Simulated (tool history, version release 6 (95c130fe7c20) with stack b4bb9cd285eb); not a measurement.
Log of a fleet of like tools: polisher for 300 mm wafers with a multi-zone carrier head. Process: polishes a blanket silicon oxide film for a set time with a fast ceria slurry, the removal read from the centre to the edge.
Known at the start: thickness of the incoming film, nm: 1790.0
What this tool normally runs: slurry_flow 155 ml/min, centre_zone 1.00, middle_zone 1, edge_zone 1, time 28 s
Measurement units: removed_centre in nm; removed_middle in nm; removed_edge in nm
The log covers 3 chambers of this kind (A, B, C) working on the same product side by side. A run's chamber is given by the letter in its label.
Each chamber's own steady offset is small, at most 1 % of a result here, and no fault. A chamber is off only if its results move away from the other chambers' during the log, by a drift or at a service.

run,hour,slurry_flow,centre_zone,middle_zone,edge_zone,time,removed_centre,removed_middle,removed_edge
1B,4.5,155,1.00,1,1,28,608.21,620.18,612.96
2A,14.0,155,1.00,1,1,28,607.79,617.22,612.39
3C,22.3,155,1.00,1,1,28,612.06,602.59,619.04
4C,30.1,155,1.00,1,1,28,618.67,622.04,615.54
5A,34.8,155,1.00,1,1,28,602.84,619.83,611.95
# hour 35.9: chamber B: edge zone pressure recalibrated
# hour 36.7: chamber B: worn pad replaced by a new one
6B,40.8,155,1.00,1,1,28,611.76,616.91,611.74
7B,50.6,155,1.00,1,1,28,609.53,613.39,608.60
# hour 57.3: chamber B: slurry nozzle cleaned
8A,57.7,155,1.00,1,1,28,615.08,608.08,613.57
9C,66.8,155,1.00,1,1,28,612.71,611.59,612.55
10A,75.8,155,1.00,1,1,28,608.03,607.07,608.14
11C,81.6,195,1.09,1,1,28,711.88,641.14,631.90
12B,89.5,195,1.09,1,1,28,707.10,628.30,632.12
# hour 92.7: chamber B: worn pad replaced by a new one
13A,98.6,195,1.09,1,1,28,687.83,621.00,617.39
14B,107.4,155,1.00,1,1,28,612.63,622.57,607.79
15C,115.4,155,1.00,1,1,28,614.21,610.05,606.73
16B,123.4,155,1.00,1,1,28,610.49,617.80,612.36
17A,132.3,155,1.00,1,1,28,581.35,600.08,579.15
# hour 139.8: chamber C: worn pad replaced by a new one
18C,142.1,155,1.00,1,1,28,610.77,612.61,608.08
19C,147.1,155,1.00,1,1,28,614.96,596.06,611.15
# hour 154.5: chamber B: worn pad replaced by a new one
20B,155.6,155,1.00,1,1,28,617.91,629.84,615.47

Has any chamber moved away from the others, gradually or after a service, or does the common gauge drift, or do the chambers differ only by their own small steady offsets? State the chamber and the most likely cause if one applies.

Little by little, chamber A moves away from the other chambers.
What lies behind it: removal rate lost through wear of the pad, % = 7.1.
The log may not tell that from: slurry flow missing at the pad, %.

Chamber A could run next with any of the 4 candidate recipes listed below; each alters the usual settings, and their results appear as question marks. Which one brings its results back in line with what the other chambers deliver on the usual settings?
In-line tolerance around the mean of the other chambers on the usual settings: removed_centre 17.00 nm; removed_middle 24.00 nm; removed_edge 13.00 nm
21A-1,163.0,155,1.00,0.99,1,26,?,?,?
21A-2,163.0,155,1.00,1.00,1,27,?,?,?
21A-3,163.0,155,1.00,1.00,1,29,?,?,?
21A-4,163.0,160,1.00,1.01,1,30,?,?,?

Other chambers, usual settings, mean: removed_centre 614.54 nm; removed_middle 617.15 nm; removed_edge 611.18 nm
run,removed_centre,removed_middle,removed_edge
21A-1,528.58,524.42,527.78
21A-2,548.95,549.70,548.00
21A-3,589.61,590.42,588.59
21A-4,614.01,620.05,611.36
It is 21A-4 that realigns the chamber with its peers.

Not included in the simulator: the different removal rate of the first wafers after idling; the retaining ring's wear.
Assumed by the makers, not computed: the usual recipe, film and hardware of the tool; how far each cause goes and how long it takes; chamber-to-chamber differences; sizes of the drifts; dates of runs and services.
